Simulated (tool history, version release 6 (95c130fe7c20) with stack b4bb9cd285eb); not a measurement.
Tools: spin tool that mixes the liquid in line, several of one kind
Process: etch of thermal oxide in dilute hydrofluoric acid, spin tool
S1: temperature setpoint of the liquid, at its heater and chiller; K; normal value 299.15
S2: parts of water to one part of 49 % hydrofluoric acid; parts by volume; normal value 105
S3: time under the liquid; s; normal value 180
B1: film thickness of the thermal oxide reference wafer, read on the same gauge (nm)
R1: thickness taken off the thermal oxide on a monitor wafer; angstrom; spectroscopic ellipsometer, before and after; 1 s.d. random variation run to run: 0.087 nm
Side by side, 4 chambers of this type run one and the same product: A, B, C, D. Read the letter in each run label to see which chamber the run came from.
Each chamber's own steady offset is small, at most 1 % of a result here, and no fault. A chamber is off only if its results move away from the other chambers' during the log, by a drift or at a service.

run	hour	S1	S2	S3	B1	R1
1A	6.7	299.15	105	180	109.99	92.935
2C	15.1	299.15	105	180	109.96	91.781
3D	24.5	299.15	105	180	109.97	92.277
4B	32.5	299.15	105	180	110.03	92.119
5C	43.6	299.15	105	180	109.99	91.432
6B	52.4	299.15	130	180	110.01	71.687
7D	58.8	299.15	130	180	110.01	72.126
8A	68.1	299.15	130	180	110.07	72.396
9A	76	299.15	130	180	110.03	71.313
10C	85.4	299.15	60	180	109.96	175.66
11B	92.5	299.15	60	180	109.99	171.59
12D	100.6	299.15	60	180	110.01	168.76
13D	110	299.15	60	180	109.97	170.43
14B	121.7	299.15	105	180	110.03	92.025
15A	129.9	299.15	105	180	109.97	92.873
16C	139.3	299.15	105	180	110.08	96.888
# hour 146.1: chamber A: hydrofluoric acid flow meter replaced
17A	147.5	299.15	105	180	110.01	92.162
18C	155	299.15	105	180	110.01	94.446
19D	164.3	299.15	105	180	109.99	89.657
20B	174.1	295.65	105	180	110	81.816
21B	180.6	295.65	105	180	110.02	81.321
22C	192.2	295.65	105	180	109.97	84.437
23D	199.8	295.65	105	180	110.01	79.173
24A	210.4	299.15	70	180	109.98	143.37
25A	215.8	299.15	70	180	110.02	145.83
26B	224.4	299.15	70	180	109.98	147.46
27D	231.3	299.15	70	180	110.02	141.61
28C	242.4	299.15	105	180	109.98	98.749
29B	253.2	299.15	105	180	109.99	91.028
# hour 261.9: chamber B: thermometer replaced
30C	263.1	299.15	105	180	110	98.238
31D	272.2	299.15	105	180	110.03	91.803
32A	280.4	299.15	105	180	109.98	92.375
33C	287.2	299.15	70	180	110	153.94
34B	292.8	299.15	70	180	110.01	145.53
35D	301.3	299.15	70	180	109.99	141.3
# hour 310.2: chamber D: hydrofluoric acid flow meter replaced
36A	310.3	299.15	70	180	109.99	146.96
37A	317.2	299.15	105	180	110.01	91.316
38B	324.6	299.15	105	180	110.04	91.834
39D	332	299.15	105	180	110.02	90.811
40C	342.9	299.15	150	180	110	65.969
41B	351.6	299.15	150	180	109.98	61.068
42A	357.4	299.15	150	180	110	61.651

Does one chamber stand apart from the rest, does the shared gauge drift, or is all well apart from small per-chamber offsets? Give the chamber and the most likely cause, where there is one.

One chamber, C, drifts off from the rest bit by bit.
Cause: hydrofluoric acid flow above the setpoint (%) = 8.57.
From this log alone, it may not be told apart from: liquid hotter than its thermometer reads (K).

Here are 4 candidates for chamber C's next run, each the usual settings with a change, their results left as question marks. Which one brings its results back in line with what the others give on the usual settings?
In-line tolerance around the mean of the other chambers on the usual settings: R1 3 angstrom
43C-1	366.1	296.65	105	180		?
43C-2	366.1	299.15	100	185		?
43C-3	366.1	298.65	105	155		?
43C-4	366.1	303.15	105	180		?

The other chambers' mean on the usual settings: R1 91.984 angstrom
run	R1
43C-1	91.373
43C-2	109.67
43C-3	85.224
43C-4	117.81
It is 43C-1 that realigns the chamber with its peers.

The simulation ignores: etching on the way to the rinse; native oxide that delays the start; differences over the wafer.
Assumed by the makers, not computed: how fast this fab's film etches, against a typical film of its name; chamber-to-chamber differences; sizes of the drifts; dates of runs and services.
